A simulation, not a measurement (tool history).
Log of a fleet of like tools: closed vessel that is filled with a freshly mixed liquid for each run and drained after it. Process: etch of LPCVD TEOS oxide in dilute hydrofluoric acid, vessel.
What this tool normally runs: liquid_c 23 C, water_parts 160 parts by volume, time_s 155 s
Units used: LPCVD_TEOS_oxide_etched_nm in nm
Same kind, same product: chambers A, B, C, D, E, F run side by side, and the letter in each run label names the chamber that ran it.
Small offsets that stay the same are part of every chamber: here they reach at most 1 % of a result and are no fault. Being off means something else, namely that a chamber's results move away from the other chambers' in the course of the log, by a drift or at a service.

| run | hour | liquid_c | water_parts | time_s | read-back film thickness of the LPCVD TEOS oxide reference wafer, read on the same gauge (nm) | LPCVD_TEOS_oxide_etched_nm |
|---|---|---|---|---|---|---|
| 1A | 5.6 | 23 | 160 | 155 | 130.01 | 16.78 |
| 2E | 13.8 | 23 | 160 | 155 | 130 | 16.628 |
| 3D | 17.9 | 23 | 160 | 155 | 130.01 | 16.589 |
| 4C | 25.3 | 23 | 160 | 155 | 130.01 | 16.62 |
| 5F | 29.5 | 23 | 160 | 155 | 130 | 16.733 |
| 6B | 36.8 | 20.5 | 120 | 155 | 130 | 20.701 |
| 7C | 44.2 | 20.5 | 120 | 155 | 129.98 | 21.245 |
| 8A | 48.4 | 20.5 | 120 | 155 | 129.99 | 21.269 |
| 9D | 55.1 | 20.5 | 120 | 155 | 130 | 21.028 |
| 10F | 60.6 | 20.5 | 120 | 155 | 130.03 | 21.142 |
| 11E | 64.8 | 20.5 | 120 | 155 | 130.02 | 20.986 |
| 12B | 72.2 | 23 | 160 | 155 | 129.98 | 16.368 |
| 13E | 76.1 | 23 | 160 | 155 | 130.02 | 16.906 |
| 14C | 82.8 | 23 | 160 | 155 | 129.99 | 16.57 |
| 15B | 87.4 | 23 | 220 | 120 | 129.99 | 8.7152 |
| 16F | 94.5 | 23 | 220 | 120 | 130.02 | 8.811 |
| 17A | 98.8 | 23 | 220 | 120 | 129.99 | 8.8505 |
| 18D | 104.2 | 23 | 220 | 120 | 129.99 | 8.7097 |
| 19B | 109.7 | 23 | 220 | 120 | 130.01 | 8.8243 |
| 20D | 114.8 | 23 | 220 | 120 | 129.99 | 8.633 |
| 21C | 122.3 | 23 | 160 | 155 | 130.01 | 16.31 |
| 22E | 127.2 | 18 | 160 | 155 | 130.01 | 13.8 |
| 23A | 132.6 | 18 | 160 | 155 | 130.01 | 13.789 |
|  | 138.1 | chamber E: hydrofluoric acid flow meter replaced |
| 24F | 140.4 | 18 | 160 | 155 | 130.01 | 13.688 |
| 25A | 147.7 | 18 | 160 | 155 | 130.02 | 13.993 |
| 26D | 156.1 | 18 | 160 | 155 | 130 | 13.4 |
| 27E | 159.7 | 18 | 160 | 155 | 130 | 13.781 |
| 28B | 165.8 | 23 | 160 | 155 | 130.01 | 16.522 |
| 29C | 172.5 | 23 | 160 | 155 | 130.02 | 16.129 |
| 30F | 176.3 | 23 | 160 | 80 | 130 | 8.5716 |
| 31C | 184.2 | 23 | 160 | 80 | 130 | 8.1517 |
| 32E | 188.8 | 23 | 160 | 80 | 130.01 | 8.7003 |
| 33F | 195.7 | 23 | 160 | 80 | 130.01 | 8.5496 |
| 34B | 199.9 | 23 | 160 | 80 | 130.01 | 8.5303 |
| 35D | 206.3 | 23 | 160 | 80 | 130.01 | 8.5673 |
| 36A | 211.7 | 23 | 160 | 155 | 130 | 16.634 |
| 37F | 216.5 | 23 | 160 | 155 | 130.02 | 16.701 |
| 38D | 222.6 | 23 | 160 | 155 | 130.01 | 16.458 |
| 39A | 230.3 | 23 | 160 | 155 | 129.98 | 16.8 |

Has any chamber moved away from the others, gradually or after a service, or does the common gauge drift, or do the chambers differ only by their own small steady offsets? State the chamber and the most likely cause if one applies.

Little by little, chamber C moves away from the other chambers.
What lies behind it: hydrofluoric acid flow below the setpoint (%) = 5.83.
The log might look much the same if the cause were instead: liquid colder than its thermometer reads (K).

Which of the 4 candidates below, each the usual settings with something changed and its results left as question marks, puts chamber C back in line with what the other chambers give on the usual settings?
A result is in line if it is within this distance of the other chambers' mean on the usual settings: LPCVD_TEOS_oxide_etched_nm 0.31 nm
| 40C-1 | 236.4 | 23 | 165 | 150 |  | ? |
| 40C-2 | 236.4 | 22.5 | 160 | 155 |  | ? |
| 40C-3 | 236.4 | 23 | 155 | 160 |  | ? |
| 40C-4 | 236.4 | 23.5 | 160 | 155 |  | ? |

Mean of the other chambers on the usual settings: LPCVD_TEOS_oxide_etched_nm 16.672 nm
| run | LPCVD_TEOS_oxide_etched_nm |
|---|---|
| 40C-1 | 14.458 |
| 40C-2 | 15.207 |
| 40C-3 | 16.618 |
| 40C-4 | 15.804 |
Change 40C-3 lands the chamber within the allowed miss of the other chambers.
